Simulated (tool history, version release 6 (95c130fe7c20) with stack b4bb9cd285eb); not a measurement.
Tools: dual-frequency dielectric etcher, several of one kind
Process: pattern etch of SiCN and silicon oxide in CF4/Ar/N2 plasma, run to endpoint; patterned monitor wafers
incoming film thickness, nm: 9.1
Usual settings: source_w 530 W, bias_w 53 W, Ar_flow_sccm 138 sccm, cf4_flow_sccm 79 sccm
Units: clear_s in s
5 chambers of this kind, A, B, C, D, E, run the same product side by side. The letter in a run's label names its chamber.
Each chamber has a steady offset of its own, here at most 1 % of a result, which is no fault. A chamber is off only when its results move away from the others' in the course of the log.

run   hour  source_w  bias_w  Ar_flow_sccm  cf4_flow_sccm  hours since the last wet clean  hours since the last source power generator calibration  hours since the last bias power generator calibration  hours since the last Ar flow controller change  hours since the last CF4 flow controller change  clear_s
 1B      4       530      53           138             79                           389.8                                                    998.3                                                  897.1                                          1585.6                                           2986.5   10.538
 2A    9.8       530      53           138             79                           372.1                                                   4527.5                                                 3239.8                                            5544                                           3409.3   10.457
 3D   13.6       530      53           138             79                           308.9                                                      664                                                 1676.4                                           114.7                                           1822.2   10.265
 4C   22.1       530      53           138             79                           263.2                                                   1536.8                                                   89.2                                          4038.8                                            453.5   10.514
 5E     26       530      53           138             79                           526.3                                                   1483.3                                                  885.9                                          2104.6                                            638.8   10.536
 6A   34.3       530      53           138             79                           396.6                                                     4552                                                 3264.3                                          5568.5                                           3433.8   10.482
 7B   41.5       530      53           138             79                           427.3                                                   1035.8                                                  934.6                                          1623.1                                             3024   10.351
 8D   48.6       530      53           138             79                           343.9                                                      699                                                 1711.4                                           149.7                                           1857.2   10.319
      54.1  -- chamber E: wet clean of the chamber
 9C   55.4       530      53           138             79                           296.5                                                   1570.1                                                  122.5                                          4072.1                                            486.8   10.631
10E   59.8       530      53           138             79                             5.7                                                   1517.1                                                  919.7                                          2138.4                                            672.6   10.249
11C   66.2       530      53           138             79                           307.3                                                   1580.9                                                  133.3                                          4082.9                                            497.6   10.575
12A   74.3       440      53           155             79                           436.6                                                     4592                                                 3304.3                                          5608.5                                           3473.8   12.624
13B   78.3       440      53           155             79                           464.1                                                   1072.6                                                  971.4                                          1659.9                                           3060.8   12.508
14E   83.6       440      53           155             79                            29.5                                                   1540.9                                                  943.5                                          2162.2                                            696.4   12.527
15D   90.4       440      53           155             79                           385.7                                                    740.8                                                 1753.2                                           191.5                                             1899   12.388
16D   96.9       440      53           155             79                           392.2                                                    747.3                                                 1759.7                                             198                                           1905.5    12.41
17C  102.4       530      49           152             79                           343.5                                                   1617.1                                                  169.5                                          4119.1                                            533.8   11.015
18E  110.8       530      49           152             79                            56.7                                                   1568.1                                                  970.7                                          2189.4                                            723.6    10.92
19A  117.7       530      49           152             79                             480                                                   4635.4                                                 3347.7                                          5651.9                                           3517.2   10.942
20B  124.6       530      49           152             79                           510.4                                                   1118.9                                                 1017.7                                          1706.2                                           3107.1     10.9
21A  129.2       530      49           152             79                           491.5                                                   4646.9                                                 3359.2                                          5663.4                                           3528.7   10.881
22D  133.8       530      53           138             79                           429.1                                                    784.2                                                 1796.6                                           234.9                                           1942.4   10.443
     137.8  -- chamber A: bias power generator calibrated
23E  139.7       530      53           138             79                            85.6                                                     1597                                                  999.6                                          2218.3                                            752.5   10.348
24C  146.8       530      53           138             79                           387.9                                                   1661.5                                                  213.9                                          4163.5                                            578.2   10.522
25B  154.2       530      53           138             79                             540                                                   1148.5                                                 1047.3                                          1735.8                                           3136.7   10.542
26D  160.2       530      53           138             79                           455.5                                                    810.6                                                   1823                                           261.3                                           1968.8   10.367
     164.1  -- chamber B: wet clean of the chamber
27C    165       530      53           138             79                           406.1                                                   1679.7                                                  232.1                                          4181.7                                            596.4   10.557
28E  169.7       530      53           138             79                           115.6                                                     1627                                                 1029.6                                          2248.3                                            782.5   10.486
29B  177.3       530      53           138             79                            13.2                                                   1171.6                                                 1070.4                                          1758.9                                           3159.8   10.395
30A  184.2       530      53           138             79                           546.5                                                   4701.9                                                   46.4                                          5718.4                                           3583.7   10.366
31C  192.5       530      53           138             79                           433.6                                                   1707.2                                                  259.6                                          4209.2                                            623.9   10.563

Is one chamber off against the others, does the gauge drift, or is nothing wrong? If a chamber is off, say which, and what the likeliest cause is.

No chamber stands off beyond its own small offset, and the gauge holds steady.
